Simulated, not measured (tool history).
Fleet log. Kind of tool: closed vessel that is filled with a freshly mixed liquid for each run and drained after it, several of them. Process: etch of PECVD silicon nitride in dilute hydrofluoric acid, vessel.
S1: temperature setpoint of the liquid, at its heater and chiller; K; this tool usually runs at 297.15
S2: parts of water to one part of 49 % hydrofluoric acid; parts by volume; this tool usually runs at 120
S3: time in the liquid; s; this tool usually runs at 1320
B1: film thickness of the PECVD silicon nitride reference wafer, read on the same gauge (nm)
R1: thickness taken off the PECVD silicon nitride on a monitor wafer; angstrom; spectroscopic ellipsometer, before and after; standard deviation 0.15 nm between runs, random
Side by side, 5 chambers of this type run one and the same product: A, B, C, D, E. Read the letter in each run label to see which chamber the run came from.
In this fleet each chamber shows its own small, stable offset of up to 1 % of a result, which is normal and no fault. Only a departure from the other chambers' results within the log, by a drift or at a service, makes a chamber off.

Run 1D, day 0.475: usual settings; B1 139.99. Result: R1 327.8 angstrom.
Run 2C, day 0.967: usual settings; B1 140.02. Result: R1 325.28 angstrom.
Run 3A, day 1.521: usual settings; B1 139.99. Result: R1 324.96 angstrom.
Run 4E, day 2.033: usual settings; B1 140.03. Result: R1 326.25 angstrom.
Run 5B, day 2.475: usual settings but S1 302.15 K, S3 1855 s; B1 139.99. Result: R1 642.63 angstrom.
At day 2.638: chamber E: hydrofluoric acid flow meter replaced.
Run 6A, day 2.992: usual settings but S1 302.15 K, S3 1855 s; B1 140. Result: R1 633.75 angstrom.
Run 7C, day 3.4: usual settings but S1 302.15 K, S3 1855 s; B1 140.04. Result: R1 630.46 angstrom.
Run 8D, day 3.667: usual settings but S1 302.15 K, S3 1855 s; B1 140.02. Result: R1 631.01 angstrom.
Run 9B, day 4.038: usual settings but S1 302.15 K, S3 1855 s; B1 140. Result: R1 636.73 angstrom.
Run 10E, day 4.412: usual settings; B1 140.01. Result: R1 324.9 angstrom.
Run 11B, day 4.946: usual settings; B1 140.04. Result: R1 328.31 angstrom.
Run 12A, day 5.492: usual settings; B1 139.97. Result: R1 330.9 angstrom.
Run 13C, day 5.854: usual settings; B1 139.98. Result: R1 325.85 angstrom.
Run 14E, day 6.225: usual settings; B1 139.98. Result: R1 325.42 angstrom.
Run 15D, day 6.538: usual settings; B1 140.01. Result: R1 327.86 angstrom.
Run 16C, day 6.933: usual settings; B1 140.01. Result: R1 328.74 angstrom.
Run 17D, day 7.471: usual settings; B1 140.04. Result: R1 328.04 angstrom.
Run 18E, day 7.804: usual settings; B1 139.97. Result: R1 323.37 angstrom.
Run 19B, day 8.383: usual settings; B1 140.02. Result: R1 329.63 angstrom.
At day 8.658: chamber D: thermometer replaced.
Run 20A, day 8.679: usual settings; B1 140. Result: R1 331.14 angstrom.
Run 21D, day 9.096: usual settings; B1 139.99. Result: R1 327.89 angstrom.
Run 22B, day 9.433: usual settings but S1 292.65 K, S3 590 s; B1 139.99. Result: R1 108.1 angstrom.
Run 23A, day 9.908: usual settings but S1 292.65 K, S3 590 s; B1 140.02. Result: R1 110.84 angstrom.
Run 24C, day 10.5: usual settings but S1 292.65 K, S3 590 s; B1 140.01. Result: R1 108.3 angstrom.
Run 25E, day 11.062: usual settings but S1 292.65 K, S3 590 s; B1 139.96. Result: R1 107.49 angstrom.
At day 11.296: chamber B: hydrofluoric acid flow meter replaced.
Run 26A, day 11.383: usual settings but S1 292.65 K, S3 590 s; B1 139.99. Result: R1 110.8 angstrom.
Run 27B, day 11.8: usual settings; B1 140.02. Result: R1 329.91 angstrom.
Run 28D, day 12.333: usual settings; B1 140. Result: R1 328.37 angstrom.
Run 29E, day 12.817: usual settings; B1 140.02. Result: R1 324.63 angstrom.
Run 30C, day 13.288: usual settings but S2 170 parts by volume, S3 570 s; B1 140. Result: R1 99.697 angstrom.

For the next run the whole fleet of 5 chambers uses the same settings. Give each chamber's results:
Run 31A, day 13.712: usual settings but S1 301.65 K. Result: R1 ?.
Run 31B, day 13.712: usual settings but S1 301.65 K. Result: R1 ?.
Run 31C, day 13.712: usual settings but S1 301.65 K. Result: R1 ?.
Run 31D, day 13.712: usual settings but S1 301.65 K. Result: R1 ?.
Run 31E, day 13.712: usual settings but S1 301.65 K. Result: R1 ?.

run      R1
31A  455.17
31B  436.55
31C  434.32
31D  435.74
31E  433.75
